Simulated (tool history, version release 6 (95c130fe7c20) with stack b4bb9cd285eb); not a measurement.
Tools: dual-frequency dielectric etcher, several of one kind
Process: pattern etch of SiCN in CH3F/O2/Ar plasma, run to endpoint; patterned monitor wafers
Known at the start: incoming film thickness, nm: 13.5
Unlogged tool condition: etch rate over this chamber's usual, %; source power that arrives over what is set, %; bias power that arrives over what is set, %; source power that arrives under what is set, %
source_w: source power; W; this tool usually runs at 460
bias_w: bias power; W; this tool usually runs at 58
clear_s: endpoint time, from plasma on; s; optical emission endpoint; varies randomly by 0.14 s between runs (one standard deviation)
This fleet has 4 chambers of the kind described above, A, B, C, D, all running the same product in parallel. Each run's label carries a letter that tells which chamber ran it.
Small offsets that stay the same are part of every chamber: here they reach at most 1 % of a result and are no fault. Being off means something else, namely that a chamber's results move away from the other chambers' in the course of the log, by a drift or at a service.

| run | hour | source_w | bias_w | hours since the last wet clean | hours since the last source power generator calibration | hours since the last bias power generator calibration | clear_s |
|---|---|---|---|---|---|---|---|
| 1B | 10 | 460 | 58 | 259.2 | 3363.4 | 2057.2 | 36.25 |
| 2D | 17.8 | 460 | 58 | 73 | 894.8 | 821.7 | 36.413 |
| 3C | 25 | 460 | 58 | 371.7 | 2766.3 | 1427.4 | 36.809 |
| 4A | 36.2 | 460 | 58 | 328.6 | 3780.9 | 1192.5 | 36.427 |
| 5D | 45.8 | 460 | 58 | 101 | 922.8 | 849.7 | 36.301 |
| 6B | 50.9 | 460 | 58 | 300.1 | 3404.3 | 2098.1 | 36.562 |
| 7A | 59 | 460 | 58 | 351.4 | 3803.7 | 1215.3 | 36.588 |
| 8C | 66.4 | 460 | 64 | 413.1 | 2807.7 | 1468.8 | 35.759 |
| 9B | 71.4 | 460 | 64 | 320.6 | 3424.8 | 2118.6 | 35.148 |
| 10D | 78.9 | 460 | 64 | 134.1 | 955.9 | 882.8 | 35.385 |
| 11C | 89.3 | 460 | 64 | 436 | 2830.6 | 1491.7 | 35.769 |
| 12A | 98.2 | 460 | 58 | 390.6 | 3842.9 | 1254.5 | 36.356 |
| 13B | 103.7 | 460 | 58 | 352.9 | 3457.1 | 2150.9 | 36.234 |
| 14C | 109.1 | 460 | 58 | 455.8 | 2850.4 | 1511.5 | 36.776 |
|  | 110.8 | chamber A: wet clean of the chamber |
| 15A | 115.5 | 460 | 58 | 4.7 | 3860.2 | 1271.8 | 36.402 |
| 16D | 123.4 | 460 | 58 | 178.6 | 1000.4 | 927.3 | 36.24 |
| 17B | 129.6 | 460 | 58 | 378.8 | 3483 | 2176.8 | 36.217 |
| 18A | 139.7 | 460 | 58 | 28.9 | 3884.4 | 1296 | 36.468 |
| 19D | 147.5 | 460 | 58 | 202.7 | 1024.5 | 951.4 | 36.269 |
| 20C | 158.4 | 460 | 58 | 505.1 | 2899.7 | 1560.8 | 36.878 |
| 21C | 165.2 | 420 | 45 | 511.9 | 2906.5 | 1567.6 | 41.268 |
| 22A | 171.1 | 420 | 45 | 60.3 | 3915.8 | 1327.4 | 40.772 |
| 23B | 178.6 | 420 | 45 | 427.8 | 3532 | 2225.8 | 41.063 |
|  | 179.5 | chamber C: wet clean of the chamber |
| 24D | 188.9 | 420 | 45 | 244.1 | 1065.9 | 992.8 | 41.035 |
| 25D | 195.4 | 460 | 58 | 250.6 | 1072.4 | 999.3 | 36.56 |
| 26B | 202.3 | 460 | 58 | 451.5 | 3555.7 | 2249.5 | 36.43 |
| 27C | 211.9 | 360 | 49 | 32.4 | 2953.2 | 1614.3 | 42.82 |
| 28A | 221.7 | 360 | 49 | 110.9 | 3966.4 | 1378 | 42.044 |
| 29A | 227.6 | 360 | 49 | 116.8 | 3972.3 | 1383.9 | 42.202 |
| 30C | 236.6 | 360 | 49 | 57.1 | 2977.9 | 1639 | 43.002 |
| 31B | 246.3 | 460 | 58 | 495.5 | 3599.7 | 2293.5 | 36.289 |
| 32D | 255.4 | 460 | 58 | 310.6 | 1132.4 | 1059.3 | 36.427 |
| 33D | 263.6 | 460 | 58 | 318.8 | 1140.6 | 1067.5 | 36.452 |
| 34C | 272.1 | 460 | 58 | 92.6 | 3013.4 | 1674.5 | 37.046 |
| 35B | 277.9 | 460 | 58 | 527.1 | 3631.3 | 2325.1 | 36.568 |
| 36A | 285 | 420 | 52 | 174.2 | 4029.7 | 1441.3 | 39.001 |
| 37B | 295.8 | 420 | 52 | 545 | 3649.2 | 2343 | 38.906 |
| 38A | 302.5 | 420 | 52 | 191.7 | 4047.2 | 1458.8 | 38.948 |
| 39D | 312.8 | 420 | 52 | 368 | 1189.8 | 1116.7 | 39.149 |
| 40C | 318.7 | 460 | 58 | 139.2 | 3060 | 1721.1 | 36.978 |
|  | 323.3 | chamber B: wet clean of the chamber |
| 41D | 329.5 | 460 | 58 | 384.7 | 1206.5 | 1133.4 | 36.417 |
| 42B | 336.4 | 460 | 58 | 13.1 | 3689.8 | 2383.6 | 36.373 |
| 43C | 343.7 | 350 | 63 | 164.2 | 3085 | 1746.1 | 39.884 |
| 44A | 352.4 | 350 | 63 | 241.6 | 4097.1 | 1508.7 | 39.368 |

All chambers now run identical settings, listed one chamber a line with results as question marks. What results will each chamber show?
| 45A | 360.4 | 400 | 58 |  |  |  | ? |
| 45B | 360.4 | 400 | 58 |  |  |  | ? |
| 45C | 360.4 | 400 | 58 |  |  |  | ? |
| 45D | 360.4 | 400 | 58 |  |  |  | ? |

| run | clear_s |
|---|---|
| 45A | 38.149 |
| 45B | 38.365 |
| 45C | 39.177 |
| 45D | 38.571 |
